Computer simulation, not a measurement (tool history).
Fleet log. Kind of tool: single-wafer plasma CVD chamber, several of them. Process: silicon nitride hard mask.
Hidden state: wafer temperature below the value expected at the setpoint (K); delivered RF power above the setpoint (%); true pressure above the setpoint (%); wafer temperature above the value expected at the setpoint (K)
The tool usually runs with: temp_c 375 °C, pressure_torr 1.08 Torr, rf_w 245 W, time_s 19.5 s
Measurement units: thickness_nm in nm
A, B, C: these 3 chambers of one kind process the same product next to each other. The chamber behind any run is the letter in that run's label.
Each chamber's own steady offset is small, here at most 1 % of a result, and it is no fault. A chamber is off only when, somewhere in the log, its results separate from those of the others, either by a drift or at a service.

| run | hour | temp_c | pressure_torr | rf_w | time_s | hours since the last thermocouple change | hours since the last RF generator calibration | hours since the last manometer calibration | read-back reference wafer on the same gauge, thickness_nm | thickness_nm |
|---|---|---|---|---|---|---|---|---|---|---|
| 1B | 3.5 | 375 | 1.08 | 245 | 19.5 | 1003.7 | 12.3 | 2630.8 | 19.298 | 17.636 |
| 2A | 7.1 | 375 | 1.08 | 245 | 19.5 | 843.1 | 371.6 | 1147.1 | 19.293 | 17.496 |
| 3C | 12.1 | 375 | 1.08 | 245 | 19.5 | 1792.6 | 586.1 | 50.4 | 19.290 | 17.429 |
| 4A | 16.2 | 375 | 1.08 | 245 | 19.5 | 852.2 | 380.7 | 1156.2 | 19.282 | 17.490 |
| 5B | 19.7 | 375 | 1.08 | 245 | 19.5 | 1019.9 | 28.5 | 2647.0 | 19.279 | 17.580 |
| 6C | 23.1 | 375 | 1.08 | 245 | 19.5 | 1803.6 | 597.1 | 61.4 | 19.280 | 17.451 |
| 7B | 26.9 | 375 | 1.08 | 245 | 19.5 | 1027.1 | 35.7 | 2654.2 | 19.280 | 17.600 |
| 8C | 31.2 | 375 | 1.08 | 245 | 19.5 | 1811.7 | 605.2 | 69.5 | 19.268 | 17.455 |
| 9A | 34.8 | 375 | 1.08 | 245 | 19.5 | 870.8 | 399.3 | 1174.8 | 19.266 | 17.491 |
| 10A | 38.9 | 375 | 0.89 | 245 | 21.5 | 874.9 | 403.4 | 1178.9 | 19.261 | 17.971 |
| 11B | 43.3 | 375 | 0.89 | 245 | 21.5 | 1043.5 | 52.1 | 2670.6 | 19.266 | 18.120 |
| 12C | 47.4 | 375 | 0.89 | 245 | 21.5 | 1827.9 | 621.4 | 85.7 | 19.250 | 17.982 |
| 13A | 51.4 | 375 | 1.08 | 245 | 19.5 | 887.4 | 415.9 | 1191.4 | 19.251 | 17.474 |
| 14B | 55.8 | 375 | 1.08 | 245 | 19.5 | 1056.0 | 64.6 | 2683.1 | 19.246 | 17.570 |
| 15C | 59.6 | 375 | 1.08 | 245 | 19.5 | 1840.1 | 633.6 | 97.9 | 19.242 | 17.418 |
| 16A | 64.4 | 375 | 1.08 | 245 | 19.5 | 900.4 | 428.9 | 1204.4 | 19.235 | 17.452 |
| 17B | 68.2 | 375 | 1.08 | 200 | 19.5 | 1068.4 | 77.0 | 2695.5 | 19.231 | 15.220 |
| 18C | 73.8 | 375 | 1.08 | 200 | 19.5 | 1854.3 | 647.8 | 112.1 | 19.224 | 14.911 |
| 19B | 79.2 | 375 | 1.08 | 200 | 19.5 | 1079.4 | 88.0 | 2706.5 | 19.223 | 15.245 |
| 20C | 82.6 | 375 | 1.08 | 245 | 19.5 | 1863.1 | 656.6 | 120.9 | 19.220 | 17.438 |
| 21A | 88.0 | 390 | 1.08 | 245 | 19.5 | 924.0 | 452.5 | 1228.0 | 19.213 | 17.280 |
| 22A | 92.3 | 390 | 1.08 | 245 | 19.5 | 928.3 | 456.8 | 1232.3 | 19.207 | 17.350 |
| 23B | 98.4 | 390 | 1.08 | 245 | 19.5 | 1098.6 | 107.2 | 2725.7 | 19.202 | 17.383 |
| 24C | 102.1 | 375 | 1.08 | 245 | 19.5 | 1882.6 | 676.1 | 140.4 | 19.201 | 17.374 |
| 25B | 107.2 | 375 | 1.08 | 245 | 19.5 | 1107.4 | 116.0 | 2734.5 | 19.195 | 17.494 |
| 26C | 112.3 | 375 | 1.08 | 245 | 19.5 | 1892.8 | 686.3 | 150.6 | 19.187 | 17.379 |
| 27A | 116.8 | 375 | 1.08 | 245 | 19.5 | 952.8 | 481.3 | 1256.8 | 19.190 | 17.398 |

All chambers now run identical settings, listed one chamber a line with results as question marks. What results will each chamber show?
| 28A | 121.6 | 375 | 1.08 | 245 | 21.3 |  |  |  |  | ? |
| 28B | 121.6 | 375 | 1.08 | 245 | 21.3 |  |  |  |  | ? |
| 28C | 121.6 | 375 | 1.08 | 245 | 21.3 |  |  |  |  | ? |

| run | thickness_nm |
|---|---|
| 28A | 18.971 |
| 28B | 19.135 |
| 28C | 18.942 |

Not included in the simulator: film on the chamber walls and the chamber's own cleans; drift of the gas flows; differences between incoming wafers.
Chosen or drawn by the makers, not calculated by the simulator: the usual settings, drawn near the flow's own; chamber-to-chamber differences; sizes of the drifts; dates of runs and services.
